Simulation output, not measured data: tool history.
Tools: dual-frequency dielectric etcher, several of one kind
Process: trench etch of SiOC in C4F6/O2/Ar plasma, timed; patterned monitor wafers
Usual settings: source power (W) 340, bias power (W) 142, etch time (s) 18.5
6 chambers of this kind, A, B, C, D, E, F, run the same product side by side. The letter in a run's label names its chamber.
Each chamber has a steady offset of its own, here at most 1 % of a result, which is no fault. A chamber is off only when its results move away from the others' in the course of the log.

| run | hour | source power (W) | bias power (W) | etch time (s) | read-back reference wafer on the same gauge, depth_nm | mean etch depth across the wafer (nm) |
|---|---|---|---|---|---|---|
| 1A | 6.6 | 340 | 142 | 18.5 | 35.735 | 33.558 |
| 2D | 15.6 | 340 | 142 | 18.5 | 35.690 | 33.525 |
| 3C | 23.9 | 340 | 142 | 18.5 | 35.691 | 33.451 |
|  | 28.6 | chamber E: wet clean of the chamber |
| 4F | 34.5 | 340 | 142 | 18.5 | 35.724 | 33.764 |
| 5E | 45.8 | 340 | 142 | 18.5 | 35.686 | 33.592 |
| 6B | 53.2 | 310 | 117 | 18.5 | 35.758 | 30.264 |
| 7C | 59.9 | 310 | 117 | 18.5 | 35.728 | 30.639 |
| 8D | 65.3 | 310 | 117 | 18.5 | 35.728 | 30.498 |
| 9E | 71.6 | 310 | 117 | 18.5 | 35.660 | 30.619 |
| 10F | 82.6 | 310 | 117 | 18.5 | 35.676 | 30.616 |
| 11B | 91.2 | 310 | 117 | 18.5 | 35.673 | 30.731 |
| 12A | 99.9 | 340 | 121 | 13.5 | 35.746 | 23.464 |
| 13F | 107.5 | 340 | 121 | 13.5 | 35.705 | 23.519 |
| 14A | 116.4 | 340 | 121 | 13.5 | 35.672 | 23.137 |
| 15B | 124.4 | 340 | 121 | 13.5 | 35.716 | 23.179 |
| 16E | 132.4 | 340 | 121 | 13.5 | 35.687 | 23.451 |
| 17C | 140.5 | 340 | 121 | 13.5 | 35.685 | 23.295 |
| 18D | 150.7 | 340 | 142 | 18.5 | 35.654 | 33.617 |
| 19E | 158.6 | 340 | 142 | 18.5 | 35.729 | 33.704 |
| 20B | 169.7 | 340 | 142 | 18.5 | 35.713 | 33.811 |
| 21C | 176.3 | 340 | 142 | 18.5 | 35.679 | 34.005 |
|  | 183.7 | chamber C: bias power generator calibrated |
| 22A | 184.1 | 340 | 142 | 18.5 | 35.674 | 33.280 |
| 23D | 190.0 | 340 | 142 | 18.5 | 35.703 | 34.086 |
|  | 190.5 | chamber C: source power generator calibrated |
| 24F | 199.3 | 340 | 142 | 18.5 | 35.723 | 33.608 |
| 25B | 207.9 | 340 | 162 | 15.0 | 35.769 | 28.443 |
|  | 212.6 | chamber B: wet clean of the chamber |
| 26E | 215.3 | 340 | 162 | 15.0 | 35.700 | 28.030 |
| 27D | 223.5 | 340 | 162 | 15.0 | 35.755 | 28.522 |
|  | 227.8 | chamber A: wet clean of the chamber |
| 28F | 229.3 | 340 | 162 | 15.0 | 35.710 | 28.552 |
| 29A | 236.5 | 340 | 162 | 15.0 | 35.743 | 27.888 |
| 30C | 244.0 | 340 | 162 | 15.0 | 35.724 | 28.599 |
|  | 246.0 | chamber F: wet clean of the chamber |
| 31A | 249.6 | 340 | 142 | 18.5 | 35.678 | 33.219 |
| 32C | 255.9 | 340 | 142 | 18.5 | 35.706 | 33.378 |
| 33D | 261.2 | 340 | 142 | 18.5 | 35.765 | 33.667 |
| 34B | 271.9 | 300 | 142 | 23.0 | 35.744 | 39.975 |
| 35E | 277.5 | 300 | 142 | 23.0 | 35.702 | 39.354 |
| 36F | 287.5 | 300 | 142 | 23.0 | 35.692 | 39.986 |
| 37E | 294.1 | 300 | 142 | 23.0 | 35.687 | 39.628 |

All 6 chambers run these settings next. Forecast each chamber's results:
| 38A | 302.2 | 340 | 142 | 18.5 |  | ? |
| 38B | 302.2 | 340 | 142 | 18.5 |  | ? |
| 38C | 302.2 | 340 | 142 | 18.5 |  | ? |
| 38D | 302.2 | 340 | 142 | 18.5 |  | ? |
| 38E | 302.2 | 340 | 142 | 18.5 |  | ? |
| 38F | 302.2 | 340 | 142 | 18.5 |  | ? |

| run | mean etch depth across the wafer (nm) |
|---|---|
| 38A | 33.243 |
| 38B | 33.559 |
| 38C | 33.818 |
| 38D | 33.610 |
| 38E | 33.225 |
| 38F | 33.254 |

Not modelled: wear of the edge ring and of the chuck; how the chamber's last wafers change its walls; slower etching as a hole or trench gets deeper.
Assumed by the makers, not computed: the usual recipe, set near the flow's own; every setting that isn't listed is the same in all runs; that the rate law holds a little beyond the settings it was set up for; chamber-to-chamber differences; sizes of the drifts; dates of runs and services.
